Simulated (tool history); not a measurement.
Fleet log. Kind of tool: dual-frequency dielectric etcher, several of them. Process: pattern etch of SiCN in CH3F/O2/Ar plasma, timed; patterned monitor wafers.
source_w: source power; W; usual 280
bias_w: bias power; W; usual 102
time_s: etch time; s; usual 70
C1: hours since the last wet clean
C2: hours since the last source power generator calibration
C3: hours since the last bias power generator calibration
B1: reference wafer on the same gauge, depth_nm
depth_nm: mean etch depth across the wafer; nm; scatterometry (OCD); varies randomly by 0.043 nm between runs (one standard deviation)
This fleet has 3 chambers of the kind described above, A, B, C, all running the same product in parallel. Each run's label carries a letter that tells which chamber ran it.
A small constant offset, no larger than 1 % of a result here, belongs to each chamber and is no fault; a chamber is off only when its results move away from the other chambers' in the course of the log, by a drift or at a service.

run 1C hour=6.4 | source_w=280 bias_w=102 time_s=70 | C1=352 C2=3194.3 C3=1731.2 | B1=25.915 | depth_nm=25.885
run 2B hour=13.6 | source_w=280 bias_w=102 time_s=70 | C1=150.4 C2=1551.8 C3=2320 | B1=25.926 | depth_nm=26.297
run 3A hour=20.9 | source_w=280 bias_w=102 time_s=70 | C1=518.4 C2=2741.3 C3=1405.4 | B1=25.918 | depth_nm=26.225
run 4A hour=25.3 | source_w=280 bias_w=102 time_s=70 | C1=522.8 C2=2745.7 C3=1409.8 | B1=25.94 | depth_nm=26.296
run 5C hour=31.3 | source_w=280 bias_w=102 time_s=70 | C1=376.9 C2=3219.2 C3=1756.1 | B1=25.947 | depth_nm=25.949
run 6B hour=36.4 | source_w=280 bias_w=102 time_s=70 | C1=173.2 C2=1574.6 C3=2342.8 | B1=25.926 | depth_nm=26.344
run 7A hour=40.6 | source_w=280 bias_w=102 time_s=70 | C1=538.1 C2=2761 C3=1425.1 | B1=25.947 | depth_nm=26.369
run 8C hour=45.4 | source_w=280 bias_w=102 time_s=70 | C1=391 C2=3233.3 C3=1770.2 | B1=25.95 | depth_nm=25.889
run 9B hour=50.4 | source_w=280 bias_w=102 time_s=70 | C1=187.2 C2=1588.6 C3=2356.8 | B1=25.955 | depth_nm=26.351
-- hour=54.2 chamber C: source power generator calibrated
run 10A hour=54.9 | source_w=330 bias_w=102 time_s=70 | C1=552.4 C2=2775.3 C3=1439.4 | B1=25.957 | depth_nm=27.893
-- hour=59 chamber B: source power generator calibrated
run 11C hour=60.2 | source_w=330 bias_w=102 time_s=70 | C1=405.8 C2=6.1 C3=1785 | B1=25.96 | depth_nm=27.601
run 12B hour=65.8 | source_w=330 bias_w=102 time_s=70 | C1=202.6 C2=6.8 C3=2372.2 | B1=25.966 | depth_nm=27.928
run 13B hour=71.2 | source_w=280 bias_w=102 time_s=70 | C1=208 C2=12.2 C3=2377.6 | B1=25.968 | depth_nm=26.383
run 14C hour=78.2 | source_w=280 bias_w=102 time_s=70 | C1=423.8 C2=24.1 C3=1803 | B1=25.983 | depth_nm=25.99
run 15A hour=82.1 | source_w=280 bias_w=102 time_s=70 | C1=579.6 C2=2802.5 C3=1466.6 | B1=25.98 | depth_nm=26.26
run 16C hour=87.7 | source_w=280 bias_w=102 time_s=70 | C1=433.3 C2=33.6 C3=1812.5 | B1=25.986 | depth_nm=26.086
run 17B hour=93 | source_w=280 bias_w=102 time_s=70 | C1=229.8 C2=34 C3=2399.4 | B1=25.983 | depth_nm=26.342
run 18A hour=98.5 | source_w=280 bias_w=102 time_s=70 | C1=596 C2=2818.9 C3=1483 | B1=25.994 | depth_nm=26.35
run 19A hour=105.5 | source_w=280 bias_w=113 time_s=70 | C1=603 C2=2825.9 C3=1490 | B1=26.019 | depth_nm=27.348
run 20C hour=109.8 | source_w=280 bias_w=113 time_s=70 | C1=455.4 C2=55.7 C3=1834.6 | B1=26.008 | depth_nm=27.08
run 21B hour=115.9 | source_w=280 bias_w=113 time_s=70 | C1=252.7 C2=56.9 C3=2422.3 | B1=26.016 | depth_nm=27.552
run 22B hour=120.6 | source_w=280 bias_w=102 time_s=70 | C1=257.4 C2=61.6 C3=2427 | B1=26.023 | depth_nm=26.4
run 23A hour=127.2 | source_w=280 bias_w=102 time_s=70 | C1=624.7 C2=2847.6 C3=1511.7 | B1=26.025 | depth_nm=26.392
run 24C hour=131.2 | source_w=280 bias_w=102 time_s=70 | C1=476.8 C2=77.1 C3=1856 | B1=26.039 | depth_nm=26.118
run 25B hour=136.6 | source_w=280 bias_w=102 time_s=70 | C1=273.4 C2=77.6 C3=2443 | B1=26.03 | depth_nm=26.453
run 26A hour=143.6 | source_w=300 bias_w=102 time_s=70 | C1=641.1 C2=2864 C3=1528.1 | B1=26.029 | depth_nm=27.062
run 27C hour=149.2 | source_w=300 bias_w=102 time_s=70 | C1=494.8 C2=95.1 C3=1874 | B1=26.037 | depth_nm=26.681
run 28B hour=153.4 | source_w=300 bias_w=102 time_s=70 | C1=290.2 C2=94.4 C3=2459.8 | B1=26.057 | depth_nm=27.11
run 29A hour=156.8 | source_w=280 bias_w=102 time_s=70 | C1=654.3 C2=2877.2 C3=1541.3 | B1=26.054 | depth_nm=26.343
run 30C hour=162 | source_w=280 bias_w=102 time_s=70 | C1=507.6 C2=107.9 C3=1886.8 | B1=26.064 | depth_nm=26.135
-- hour=166.3 chamber A: wet clean of the chamber
run 31B hour=166.5 | source_w=280 bias_w=102 time_s=70 | C1=303.3 C2=107.5 C3=2472.9 | B1=26.072 | depth_nm=26.485
run 32A hour=170.4 | source_w=280 bias_w=102 time_s=70 | C1=4.2 C2=2890.8 C3=1554.9 | B1=26.068 | depth_nm=26.412

For the next run the whole fleet of 3 chambers uses the same settings. Give each chamber's results:
run 33A hour=175.8 | source_w=280 bias_w=102 time_s=70 | depth_nm=?
run 33B hour=175.8 | source_w=280 bias_w=102 time_s=70 | depth_nm=?
run 33C hour=175.8 | source_w=280 bias_w=102 time_s=70 | depth_nm=?

run=33A depth_nm=26.403
run=33B depth_nm=26.464
run=33C depth_nm=26.166
